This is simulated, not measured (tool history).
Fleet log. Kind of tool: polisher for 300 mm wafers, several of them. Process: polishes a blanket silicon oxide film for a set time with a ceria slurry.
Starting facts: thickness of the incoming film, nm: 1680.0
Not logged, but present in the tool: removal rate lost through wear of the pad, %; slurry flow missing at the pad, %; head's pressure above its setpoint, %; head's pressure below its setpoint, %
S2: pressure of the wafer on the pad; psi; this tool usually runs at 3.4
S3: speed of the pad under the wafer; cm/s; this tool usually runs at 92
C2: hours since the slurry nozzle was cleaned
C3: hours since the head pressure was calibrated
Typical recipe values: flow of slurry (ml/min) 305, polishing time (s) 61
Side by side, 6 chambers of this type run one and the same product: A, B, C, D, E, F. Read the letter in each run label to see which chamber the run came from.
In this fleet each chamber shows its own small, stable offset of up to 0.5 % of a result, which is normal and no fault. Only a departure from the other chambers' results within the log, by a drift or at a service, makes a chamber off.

{"day": 0.029, "done": "chamber D: worn pad replaced by a new one"}
{"run": "1B", "day": 0.275, "flow of slurry (ml/min)": 305, "S2": 3.4, "S3": 92, "polishing time (s)": 61, "wafers polished on this pad": 623, "C2": 313.3, "C3": 250.2, "film removed (nm)": 281.16}
{"run": "2C", "day": 0.433, "flow of slurry (ml/min)": 305, "S2": 3.4, "S3": 92, "polishing time (s)": 61, "wafers polished on this pad": 317, "C2": 207.7, "C3": 667, "film removed (nm)": 274.46}
{"day": 0.508, "done": "chamber A: head pressure recalibrated"}
{"run": "3F", "day": 0.617, "flow of slurry (ml/min)": 305, "S2": 3.4, "S3": 92, "polishing time (s)": 61, "wafers polished on this pad": 1272, "C2": 331.1, "C3": 102.4, "film removed (nm)": 277.77}
{"run": "4D", "day": 0.917, "flow of slurry (ml/min)": 305, "S2": 3.4, "S3": 92, "polishing time (s)": 61, "wafers polished on this pad": 230, "C2": 499, "C3": 349.8, "film removed (nm)": 281.41}
{"day": 1.092, "done": "chamber C: slurry nozzle cleaned"}
{"run": "5A", "day": 1.121, "flow of slurry (ml/min)": 305, "S2": 3.4, "S3": 92, "polishing time (s)": 61, "wafers polished on this pad": 1113, "C2": 151.2, "C3": 14.7, "film removed (nm)": 280.72}
{"day": 1.125, "done": "chamber A: worn pad replaced by a new one"}
{"day": 1.142, "done": "chamber F: worn pad replaced by a new one"}
{"run": "6E", "day": 1.408, "flow of slurry (ml/min)": 305, "S2": 3.4, "S3": 92, "polishing time (s)": 61, "wafers polished on this pad": 449, "C2": 237, "C3": 178.1, "film removed (nm)": 275.42}
{"run": "7A", "day": 1.558, "flow of slurry (ml/min)": 225, "S2": 3.4, "S3": 92, "polishing time (s)": 61, "wafers polished on this pad": 112, "C2": 161.7, "C3": 25.2, "film removed (nm)": 268.35}
{"run": "8D", "day": 1.771, "flow of slurry (ml/min)": 225, "S2": 3.4, "S3": 92, "polishing time (s)": 61, "wafers polished on this pad": 450, "C2": 519.5, "C3": 370.3, "film removed (nm)": 274.58}
{"run": "9B", "day": 1.933, "flow of slurry (ml/min)": 225, "S2": 3.4, "S3": 92, "polishing time (s)": 61, "wafers polished on this pad": 1051, "C2": 353.1, "C3": 290, "film removed (nm)": 268.03}
{"day": 1.942, "done": "chamber C: worn pad replaced by a new one"}
{"day": 2.15, "done": "chamber E: worn pad replaced by a new one"}
{"run": "10F", "day": 2.188, "flow of slurry (ml/min)": 225, "S2": 3.4, "S3": 92, "polishing time (s)": 61, "wafers polished on this pad": 270, "C2": 368.8, "C3": 140.1, "film removed (nm)": 274.65}
{"day": 2.267, "done": "chamber D: worn pad replaced by a new one"}
{"run": "11E", "day": 2.412, "flow of slurry (ml/min)": 225, "S2": 3.4, "S3": 92, "polishing time (s)": 61, "wafers polished on this pad": 68, "C2": 261.1, "C3": 202.2, "film removed (nm)": 265.95}
{"day": 2.683, "done": "chamber E: slurry nozzle cleaned"}
{"run": "12C", "day": 2.692, "flow of slurry (ml/min)": 225, "S2": 3.4, "S3": 92, "polishing time (s)": 61, "wafers polished on this pad": 193, "C2": 38.4, "C3": 721.2, "film removed (nm)": 271.32}
{"run": "13A", "day": 2.858, "flow of slurry (ml/min)": 305, "S2": 3.4, "S3": 92, "polishing time (s)": 61, "wafers polished on this pad": 447, "C2": 192.9, "C3": 56.4, "film removed (nm)": 279.13}
{"run": "14C", "day": 3.1, "flow of slurry (ml/min)": 305, "S2": 3.4, "S3": 92, "polishing time (s)": 61, "wafers polished on this pad": 299, "C2": 48.2, "C3": 731, "film removed (nm)": 280.68}
{"day": 3.183, "done": "chamber F: slurry nozzle cleaned"}
{"run": "15B", "day": 3.296, "flow of slurry (ml/min)": 305, "S2": 3.4, "S3": 108, "polishing time (s)": 61, "wafers polished on this pad": 1403, "C2": 385.8, "C3": 322.7, "film removed (nm)": 325.01}
{"run": "16E", "day": 3.488, "flow of slurry (ml/min)": 305, "S2": 3.4, "S3": 108, "polishing time (s)": 61, "wafers polished on this pad": 346, "C2": 19.4, "C3": 228, "film removed (nm)": 324.75}
{"run": "17F", "day": 3.671, "flow of slurry (ml/min)": 305, "S2": 3.4, "S3": 108, "polishing time (s)": 61, "wafers polished on this pad": 653, "C2": 11.8, "C3": 175.7, "film removed (nm)": 325.95}
{"run": "18D", "day": 3.842, "flow of slurry (ml/min)": 305, "S2": 3.4, "S3": 108, "polishing time (s)": 61, "wafers polished on this pad": 406, "C2": 569.2, "C3": 420, "film removed (nm)": 321.33}
{"run": "19B", "day": 4.096, "flow of slurry (ml/min)": 305, "S2": 3.4, "S3": 108, "polishing time (s)": 61, "wafers polished on this pad": 1609, "C2": 405, "C3": 341.9, "film removed (nm)": 315.96}
{"day": 4.2, "done": "chamber D: worn pad replaced by a new one"}
{"run": "20D", "day": 4.271, "flow of slurry (ml/min)": 305, "S2": 3.4, "S3": 108, "polishing time (s)": 61, "wafers polished on this pad": 19, "C2": 579.5, "C3": 430.3, "film removed (nm)": 326.09}
{"day": 4.442, "done": "chamber C: worn pad replaced by a new one"}
{"run": "21A", "day": 4.529, "flow of slurry (ml/min)": 305, "S2": 3.4, "S3": 92, "polishing time (s)": 61, "wafers polished on this pad": 878, "C2": 233, "C3": 96.5, "film removed (nm)": 279.9}
{"day": 4.812, "done": "chamber E: worn pad replaced by a new one"}
{"run": "22E", "day": 4.829, "flow of slurry (ml/min)": 305, "S2": 4.3, "S3": 92, "polishing time (s)": 50, "wafers polished on this pad": 4, "C2": 51.6, "C3": 260.2, "film removed (nm)": 295.58}
{"day": 5.062, "done": "chamber A: worn pad replaced by a new one"}
{"run": "23F", "day": 5.138, "flow of slurry (ml/min)": 305, "S2": 4.3, "S3": 92, "polishing time (s)": 50, "wafers polished on this pad": 1031, "C2": 47, "C3": 210.9, "film removed (nm)": 289.84}
{"day": 5.217, "done": "chamber A: slurry nozzle cleaned"}
{"run": "24C", "day": 5.375, "flow of slurry (ml/min)": 305, "S2": 4.3, "S3": 92, "polishing time (s)": 50, "wafers polished on this pad": 240, "C2": 102.8, "C3": 785.6, "film removed (nm)": 290.02}
{"run": "25B", "day": 5.608, "flow of slurry (ml/min)": 305, "S2": 4.3, "S3": 92, "polishing time (s)": 50, "wafers polished on this pad": 2000, "C2": 441.3, "C3": 378.2, "film removed (nm)": 277.23}
{"run": "26E", "day": 5.912, "flow of slurry (ml/min)": 305, "S2": 4.3, "S3": 92, "polishing time (s)": 50, "wafers polished on this pad": 283, "C2": 77.6, "C3": 286.2, "film removed (nm)": 288.84}
{"day": 6.0, "done": "chamber F: worn pad replaced by a new one"}
{"run": "27C", "day": 6.196, "flow of slurry (ml/min)": 305, "S2": 4.3, "S3": 92, "polishing time (s)": 50, "wafers polished on this pad": 452, "C2": 122.5, "C3": 805.3, "film removed (nm)": 288.93}
{"run": "28A", "day": 6.4, "flow of slurry (ml/min)": 305, "S2": 3.4, "S3": 92, "polishing time (s)": 61, "wafers polished on this pad": 345, "C2": 28.4, "C3": 141.4, "film removed (nm)": 276.46}
{"day": 6.592, "done": "chamber D: worn pad replaced by a new one"}
{"run": "29F", "day": 6.608, "flow of slurry (ml/min)": 305, "S2": 3.4, "S3": 92, "polishing time (s)": 61, "wafers polished on this pad": 157, "C2": 82.3, "C3": 246.2, "film removed (nm)": 280.82}
{"run": "30D", "day": 6.746, "flow of slurry (ml/min)": 305, "S2": 3.4, "S3": 92, "polishing time (s)": 61, "wafers polished on this pad": 40, "C2": 638.9, "C3": 489.7, "film removed (nm)": 275.15}
{"day": 6.825, "done": "chamber C: worn pad replaced by a new one"}
{"run": "31B", "day": 7.008, "flow of slurry (ml/min)": 305, "S2": 3.4, "S3": 92, "polishing time (s)": 61, "wafers polished on this pad": 2361, "C2": 474.9, "C3": 411.8, "film removed (nm)": 263.49}
{"run": "32D", "day": 7.3, "flow of slurry (ml/min)": 305, "S2": 3.4, "S3": 92, "polishing time (s)": 61, "wafers polished on this pad": 183, "C2": 652.2, "C3": 503, "film removed (nm)": 281.31}
{"day": 7.492, "done": "chamber E: worn pad replaced by a new one"}
{"run": "33C", "day": 7.612, "flow of slurry (ml/min)": 305, "S2": 3.4, "S3": 92, "polishing time (s)": 61, "wafers polished on this pad": 203, "C2": 156.5, "C3": 839.3, "film removed (nm)": 276.79}
{"run": "34A", "day": 7.9, "flow of slurry (ml/min)": 400, "S2": 3.4, "S3": 92, "polishing time (s)": 61, "wafers polished on this pad": 732, "C2": 64.4, "C3": 177.4, "film removed (nm)": 283.98}
{"run": "35F", "day": 8.167, "flow of slurry (ml/min)": 400, "S2": 3.4, "S3": 92, "polishing time (s)": 61, "wafers polished on this pad": 559, "C2": 119.7, "C3": 283.6, "film removed (nm)": 285.6}
{"run": "36E", "day": 8.379, "flow of slurry (ml/min)": 400, "S2": 3.4, "S3": 92, "polishing time (s)": 61, "wafers polished on this pad": 229, "C2": 136.8, "C3": 345.4, "film removed (nm)": 284.37}
{"run": "37D", "day": 8.629, "flow of slurry (ml/min)": 400, "S2": 3.4, "S3": 92, "polishing time (s)": 61, "wafers polished on this pad": 526, "C2": 684.1, "C3": 534.9, "film removed (nm)": 282.95}
{"run": "38A", "day": 8.888, "flow of slurry (ml/min)": 400, "S2": 3.4, "S3": 92, "polishing time (s)": 61, "wafers polished on this pad": 987, "C2": 88.1, "C3": 201.1, "film removed (nm)": 282.21}

Next, every chamber runs the same settings. What will each give?
{"run": "39A", "day": 9.112, "flow of slurry (ml/min)": 305, "S2": 3.4, "S3": 92, "polishing time (s)": 61, "film removed (nm)": "?"}
{"run": "39B", "day": 9.112, "flow of slurry (ml/min)": 305, "S2": 3.4, "S3": 92, "polishing time (s)": 61, "film removed (nm)": "?"}
{"run": "39C", "day": 9.112, "flow of slurry (ml/min)": 305, "S2": 3.4, "S3": 92, "polishing time (s)": 61, "film removed (nm)": "?"}
{"run": "39D", "day": 9.112, "flow of slurry (ml/min)": 305, "S2": 3.4, "S3": 92, "polishing time (s)": 61, "film removed (nm)": "?"}
{"run": "39E", "day": 9.112, "flow of slurry (ml/min)": 305, "S2": 3.4, "S3": 92, "polishing time (s)": 61, "film removed (nm)": "?"}
{"run": "39F", "day": 9.112, "flow of slurry (ml/min)": 305, "S2": 3.4, "S3": 92, "polishing time (s)": 61, "film removed (nm)": "?"}

run=39A film_removed_(nm)=279.5
run=39B film_removed_(nm)=252.07
run=39C film_removed_(nm)=280.27
run=39D film_removed_(nm)=278.84
run=39E film_removed_(nm)=278.52
run=39F film_removed_(nm)=276.85
